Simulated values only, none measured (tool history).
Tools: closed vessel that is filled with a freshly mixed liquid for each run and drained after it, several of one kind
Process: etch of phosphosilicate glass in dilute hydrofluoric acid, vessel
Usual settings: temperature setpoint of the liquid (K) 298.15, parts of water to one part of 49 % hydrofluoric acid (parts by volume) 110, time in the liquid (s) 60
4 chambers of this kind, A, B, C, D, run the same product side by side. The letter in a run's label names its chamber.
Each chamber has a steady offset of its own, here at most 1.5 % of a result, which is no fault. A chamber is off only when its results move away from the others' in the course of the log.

run,day,temperature setpoint of the liquid (K),parts of water to one part of 49 % hydrofluoric acid (parts by volume),time in the liquid (s),hours since the thermometer was replaced,hours since the hydrofluoric acid flow meter was replaced,"read-back film thickness of the phosphosilicate glass reference wafer, read on the same gauge (nm)",thickness taken off the phosphosilicate glass on a monitor wafer (angstrom)
1B,0.262,298.15,110,60,2379.9,443.1,79.996,502.31
2D,0.646,298.15,110,60,1457.4,196.5,79.989,516.24
3A,0.896,298.15,110,60,710.5,797.7,80.007,501
4C,1.312,298.15,110,60,740.7,368.1,80.004,500.72
5C,1.654,298.15,110,60,748.9,376.3,79.968,498.79
6A,2.142,298.15,110,60,740.4,827.6,80.004,501.47
7D,2.429,298.15,110,60,1500.2,239.3,79.994,516.42
8B,2.804,298.15,110,60,2440.9,504.1,80.012,508.19
9D,3.129,298.15,110,60,1517,256.1,80.003,511.48
10B,3.475,298.15,110,60,2457,520.2,79.984,511.51
# day 3.733: chamber C: hydrofluoric acid flow meter replaced
11A,3.929,298.15,110,60,783.3,870.5,79.958,509.2
12C,4.342,298.15,110,60,813.4,14.6,79.996,505.44
13A,4.617,298.15,110,60,799.8,887,80.01,503.75
14C,5.05,298.15,110,60,830.4,31.6,79.987,505.71
15D,5.504,300.15,110,60,1574,313.1,79.966,548.3
16B,5.925,300.15,110,60,2515.8,579,79.991,562.16
17D,6.275,300.15,110,60,1592.5,331.6,79.974,554.11
18C,6.762,300.15,110,60,871.5,72.7,79.942,538.88
# day 6.804: chamber B: thermometer replaced
19A,7.008,298.15,110,60,857.2,944.4,80.003,509.39
20B,7.408,298.15,110,60,14.5,614.6,80.019,538.01
21A,7.658,300.15,110,60,872.8,960,80.002,545.84
22D,8.042,300.15,110,60,1634.9,374,80.025,554.21
23C,8.508,300.15,110,60,913.4,114.6,80.008,545.97
24B,8.867,300.15,110,60,49.5,649.6,79.96,577.36
# day 9.017: chamber A: hydrofluoric acid flow meter replaced
25B,9.175,298.15,110,60,56.9,657,79.973,539.41
26D,9.396,298.15,110,60,1667.4,406.5,79.976,513.07
27A,9.646,298.15,110,60,920.5,15.2,80.008,511.77
28C,10.117,300.15,110,95,952,153.2,80.036,860.04
29C,10.346,300.15,110,95,957.5,158.7,79.967,871.05
30B,10.7,300.15,110,95,93.5,693.6,79.979,929.91
31D,10.967,300.15,110,95,1705.1,444.2,80.013,888.6
32A,11.421,298.15,110,40,963.1,57.8,79.975,338.67
33D,11.75,298.15,110,40,1723.9,463,80.013,344.82
34A,12.121,298.15,110,40,979.9,74.6,79.967,336.21
35B,12.542,298.15,110,40,137.7,737.8,79.985,369.63
36C,12.908,298.15,110,60,1019,220.2,79.998,497.14
37C,13.183,298.15,110,60,1025.6,226.8,80.022,507.59
38B,13.688,298.15,110,60,165.2,765.3,80.005,547.65
39A,13.917,298.15,110,60,1023,117.7,79.981,505.85

Is one chamber off against the others, does the gauge drift, or is nothing wrong? If a chamber is off, say which, and what the likeliest cause is.

Chamber B drifts away from the others.
Cause: hydrofluoric acid flow above the setpoint (%) = 8.38.

Here are 4 candidates for chamber B's next run, each the usual settings with a change, their results left as question marks. Which one brings its results back in line with what the others give on the usual settings?
In line means no further than this from the other chambers' mean on the usual settings: thickness taken off the phosphosilicate glass on a monitor wafer (angstrom) 12
40B-1,14.275,299.15,110,60,,,,?
40B-2,14.275,298.65,110,65,,,,?
40B-3,14.275,297.15,110,60,,,,?
40B-4,14.275,298.15,120,60,,,,?

The other chambers' mean on the usual settings: thickness taken off the phosphosilicate glass on a monitor wafer (angstrom) 507.69
run,thickness taken off the phosphosilicate glass on a monitor wafer (angstrom)
40B-1,576.12
40B-2,612.33
40B-3,533.29
40B-4,502.42
40B-4 brings the chamber back in line.
